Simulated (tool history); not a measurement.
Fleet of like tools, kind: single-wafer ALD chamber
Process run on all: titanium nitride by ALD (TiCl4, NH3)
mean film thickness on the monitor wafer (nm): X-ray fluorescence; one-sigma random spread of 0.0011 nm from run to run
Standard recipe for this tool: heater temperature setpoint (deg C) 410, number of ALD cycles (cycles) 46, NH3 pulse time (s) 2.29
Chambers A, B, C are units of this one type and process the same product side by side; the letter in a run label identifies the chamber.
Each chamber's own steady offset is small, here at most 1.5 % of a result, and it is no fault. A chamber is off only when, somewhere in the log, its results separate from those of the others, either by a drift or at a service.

run   hour  heater temperature setpoint (deg C)  number of ALD cycles (cycles)  NH3 pulse time (s)  read-back reference wafer on the same gauge, thickness_nm  mean film thickness on the monitor wafer (nm)
 1A    4.5                                  410                             46                2.29                                                    0.94021                                        1.02850
 2C    9.7                                  410                             46                2.29                                                    0.94028                                        1.01100
 3B   16.5                                  410                             46                2.29                                                    0.94071                                        1.03140
 4C   21.9                                  410                             46                2.29                                                    0.94060                                        1.01100
 5A   28.9                                  410                             46                2.29                                                    0.94103                                        1.03070
 6B   33.8                                  410                             46                2.29                                                    0.94111                                        1.03260
 7B   39.7                                  410                             46                2.29                                                    0.94116                                        1.03430
 8A   43.9                                  410                             46                2.29                                                    0.94142                                        1.02880
 9C   49.6                                  410                             46                2.29                                                    0.94141                                        1.01170
10B   55.6                                  410                             46                2.29                                                    0.94139                                        1.03190
11C   62.6                                  410                             46                2.29                                                    0.94185                                        1.01430
12A   67.8                                  410                             46                2.29                                                    0.94181                                        1.03030
13A   71.0                                  410                             46                2.29                                                    0.94205                                        1.02900
14B   77.3                                  410                             46                2.29                                                    0.94220                                        1.03350
15C   80.7                                  410                             46                2.29                                                    0.94216                                        1.01450
16A   86.2                                  410                             46                2.29                                                    0.94208                                        1.03190
17C   92.6                                  410                             46                2.29                                                    0.94259                                        1.01220
18B   96.0                                  410                             53                2.29                                                    0.94286                                        1.19060
19A  101.8                                  410                             53                2.29                                                    0.94283                                        1.18670
20C  107.5                                  410                             53                2.29                                                    0.94297                                        1.16860
21B  111.7                                  410                             46                2.29                                                    0.94319                                        1.03510
22A  115.9                                  410                             46                2.29                                                    0.94321                                        1.03010
23C  122.2                                  410                             46                2.29                                                    0.94329                                        1.01510
24B  128.7                                  410                             46                2.29                                                    0.94343                                        1.03390
25A  135.5                                  410                             40                2.29                                                    0.94408                                        0.89682
26C  139.0                                  410                             40                2.29                                                    0.94380                                        0.88310
27B  142.7                                  410                             40                2.29                                                    0.94411                                        0.89910

For the next run the whole fleet of 3 chambers uses the same settings. Give each chamber's results:
28A  147.8                                  410                             46                2.29                                                                                                         ?
28B  147.8                                  410                             46                2.29                                                                                                         ?
28C  147.8                                  410                             46                2.29                                                                                                         ?

run  mean film thickness on the monitor wafer (nm)
28A                                        1.03260
28B                                        1.03630
28C                                        1.01580
